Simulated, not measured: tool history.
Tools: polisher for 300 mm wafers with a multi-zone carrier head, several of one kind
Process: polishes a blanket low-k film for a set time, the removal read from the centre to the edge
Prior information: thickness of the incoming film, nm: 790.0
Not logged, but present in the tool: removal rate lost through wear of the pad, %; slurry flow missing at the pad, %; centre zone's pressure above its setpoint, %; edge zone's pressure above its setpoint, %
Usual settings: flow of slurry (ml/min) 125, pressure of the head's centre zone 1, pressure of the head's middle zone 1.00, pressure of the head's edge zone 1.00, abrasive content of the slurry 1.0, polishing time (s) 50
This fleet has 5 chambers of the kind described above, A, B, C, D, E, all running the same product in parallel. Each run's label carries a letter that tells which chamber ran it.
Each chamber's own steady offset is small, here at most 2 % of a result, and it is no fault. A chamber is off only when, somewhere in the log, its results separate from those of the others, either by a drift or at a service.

run,day,flow of slurry (ml/min),pressure of the head's centre zone,pressure of the head's middle zone,pressure of the head's edge zone,abrasive content of the slurry,polishing time (s),wafers polished on this pad,hours since the slurry nozzle was cleaned,hours since the centre zone pressure was calibrated,hours since the edge zone pressure was calibrated,film removed at the wafer's centre (Å),film removed at mid-radius (Å),film removed at the wafer's edge (Å)
1D,0.554,125,1,1.00,1.00,1.0,50,1443,279.6,429.6,29.6,145.00,141.63,144.41
# day 0.917: chamber B: slurry nozzle cleaned
2B,1.108,125,1,1.00,1.00,1.0,50,730,4.7,487.3,723.7,142.55,141.40,145.37
# day 1.125: chamber D: worn pad replaced by a new one
3E,1.496,125,1,1.00,1.00,1.0,50,1232,476.7,1020.6,794.5,143.68,144.67,141.11
# day 1.925: chamber E: centre zone pressure recalibrated
4A,1.988,125,1,1.00,1.00,1.0,50,1151,166.6,290.3,1507.2,142.57,141.97,143.56
# day 2.029: chamber A: edge zone pressure recalibrated
# day 2.233: chamber E: worn pad replaced by a new one
# day 2.546: chamber A: worn pad replaced by a new one
5C,2.550,125,1,1.00,1.00,1.0,50,1742,100.4,127.3,560.2,142.39,144.79,141.86
# day 2.904: chamber B: worn pad replaced by a new one
6E,3.088,125,1,1.00,1.00,1.0,60,345,514.9,28.0,832.7,173.17,171.32,172.99
7C,3.429,125,1,1.00,1.00,1.0,60,2097,121.5,148.4,581.3,166.97,173.02,167.71
8B,3.821,125,1,1.00,1.00,1.0,60,371,69.8,552.4,788.8,171.69,169.28,173.12
# day 4.333: chamber D: worn pad replaced by a new one
9A,4.333,125,1,1.00,1.00,1.0,60,722,222.9,346.6,55.3,171.52,173.41,170.57
10D,4.721,125,1,1.00,1.00,1.0,60,156,379.6,529.6,129.6,173.31,173.76,172.27
11D,5.133,125,1,1.00,1.00,1.0,50,323,389.5,539.5,139.5,145.76,143.35,146.46
12A,5.462,100,1,1.10,1.00,1.0,50,1178,250.0,373.7,82.4,130.51,144.81,136.94
# day 5.617: chamber E: edge zone pressure recalibrated
# day 5.904: chamber A: worn pad replaced by a new one
13E,6.046,100,1,1.10,1.00,1.0,50,1540,585.9,99.0,10.4,133.50,150.85,136.83
# day 6.092: chamber E: worn pad replaced by a new one
# day 6.300: chamber B: worn pad replaced by a new one
# day 6.500: chamber C: edge zone pressure recalibrated
14B,6.579,100,1,1.10,1.00,1.0,50,113,136.0,618.6,855.0,133.31,147.07,138.05
15C,6.958,100,1,1.10,1.00,1.0,50,3522,206.2,233.1,11.0,129.77,148.83,135.72
# day 7.358: chamber D: centre zone pressure recalibrated
16D,7.538,100,1,1.10,1.00,1.0,50,1293,447.2,4.4,197.2,132.61,146.21,141.44
# day 7.804: chamber D: worn pad replaced by a new one
17B,7.904,125,1,1.00,1.00,1.0,50,648,167.8,650.4,886.8,142.25,141.29,139.44
18E,8.292,125,1,1.00,1.00,1.0,50,889,639.8,152.9,64.3,143.20,142.49,144.04
19C,8.646,125,1,1.00,1.00,1.0,50,4203,246.7,273.6,51.5,140.41,140.51,137.92
20A,8.988,125,1,1.00,1.00,1.0,50,1246,334.6,458.3,167.0,139.30,144.85,143.84
21D,9.392,125,1,1.00,1.00,1.0,50,642,491.7,48.9,241.7,140.84,141.66,143.34
# day 9.446: chamber B: worn pad replaced by a new one
22A,9.688,125,1,1.00,1.00,1.0,50,1529,351.4,475.1,183.8,143.18,144.06,146.42
# day 9.708: chamber E: worn pad replaced by a new one
# day 10.029: chamber A: worn pad replaced by a new one
23C,10.138,125,1,1.00,1.00,1.0,50,4805,282.5,309.4,87.3,139.06,137.50,137.94
24E,10.621,125,1,1.00,1.00,1.0,50,369,695.7,208.8,120.2,140.94,141.62,145.35
25B,10.979,125,1,1.00,1.00,1.0,50,619,241.6,724.2,960.6,140.44,140.43,142.71
# day 11.208: chamber B: slurry nozzle cleaned
# day 11.308: chamber D: slurry nozzle cleaned
26C,11.554,125,1,1.00,1.00,1.0,50,5377,316.5,343.4,121.3,133.54,139.27,135.72
# day 11.892: chamber D: worn pad replaced by a new one
27A,12.025,125,1,1.00,1.00,1.0,50,805,407.5,531.2,239.9,139.45,141.18,146.40
# day 12.583: chamber B: worn pad replaced by a new one
28D,12.638,125,1,1.00,1.00,1.0,50,302,31.9,126.8,319.6,145.01,142.03,145.84
29B,12.996,125,1,1.00,1.00,1.0,50,168,42.9,772.6,1009.0,141.79,142.15,141.42
# day 13.446: chamber E: worn pad replaced by a new one
30E,13.579,125,1,1.00,1.00,1.0,50,55,766.7,279.8,191.2,146.93,145.14,144.61
# day 13.854: chamber A: worn pad replaced by a new one
31B,14.117,125,1,1.00,1.00,1.0,50,620,69.8,799.5,1035.9,138.60,139.17,145.04
32C,14.571,125,1,1.00,1.00,1.0,50,6595,388.9,415.8,193.7,133.46,134.65,132.28
# day 14.946: chamber E: slurry nozzle cleaned
33D,15.167,125,1,1.00,1.00,1.0,50,1323,92.6,187.5,380.3,142.05,141.29,143.19
34E,15.742,125,1,1.00,1.00,1.0,50,928,19.2,331.7,243.1,145.63,144.36,143.04
# day 15.900: chamber D: worn pad replaced by a new one
35A,16.396,125,1,1.04,0.94,1.0,50,1027,512.4,636.1,344.8,143.16,148.18,138.32
# day 16.704: chamber A: slurry nozzle cleaned
36A,16.829,125,1,1.04,0.94,1.0,50,1202,3.0,646.5,355.2,143.67,148.50,139.22
37D,17.262,125,1,1.04,0.94,1.0,50,550,142.9,237.8,430.6,145.84,148.98,139.32
# day 17.379: chamber E: worn pad replaced by a new one
38C,17.733,125,1,1.04,0.94,1.0,50,7872,464.8,491.7,269.6,131.65,133.39,129.08
39E,18.288,125,1,1.04,0.94,1.0,50,368,80.3,392.8,304.2,145.34,148.18,138.81

What goes on in this fleet: one chamber off, a drifting gauge, or nothing beyond the chambers' own small offsets? Name the chamber and the cause, if any.

Chamber C drifts away from the others.
What lies behind it: removal rate lost through wear of the pad, % = 9.91.
It could be hard to tell apart here from: slurry flow missing at the pad, %.

Here are 4 candidates for chamber C's next run, each the usual settings with a change, their results left as question marks. Which one brings its results back in line with what the others give on the usual settings?
A result is in line if it is within this distance of the other chambers' mean on the usual settings: film removed at the wafer's centre (Å) 6.40; film removed at mid-radius (Å) 5.50; film removed at the wafer's edge (Å) 5.10
40C-1,18.754,125,1.00,1.01,0.99,0.95,46,,,,,?,?,?
40C-2,18.754,125,1.00,0.99,1.01,1.05,54,,,,,?,?,?
40C-3,18.754,125,1.00,0.98,1.02,1.05,58,,,,,?,?,?
40C-4,18.754,125,0.99,1.02,0.99,0.95,43,,,,,?,?,?

Other chambers, usual settings, mean: film removed at the wafer's centre (Å) 142.59; film removed at mid-radius (Å) 142.27; film removed at the wafer's edge (Å) 143.10
run,film removed at the wafer's centre (Å),film removed at mid-radius (Å),film removed at the wafer's edge (Å)
40C-1,117.08,118.06,115.40
40C-2,143.81,142.38,143.28
40C-3,154.45,151.51,154.71
40C-4,108.24,111.37,107.86
40C-2 brings the chamber back in line.
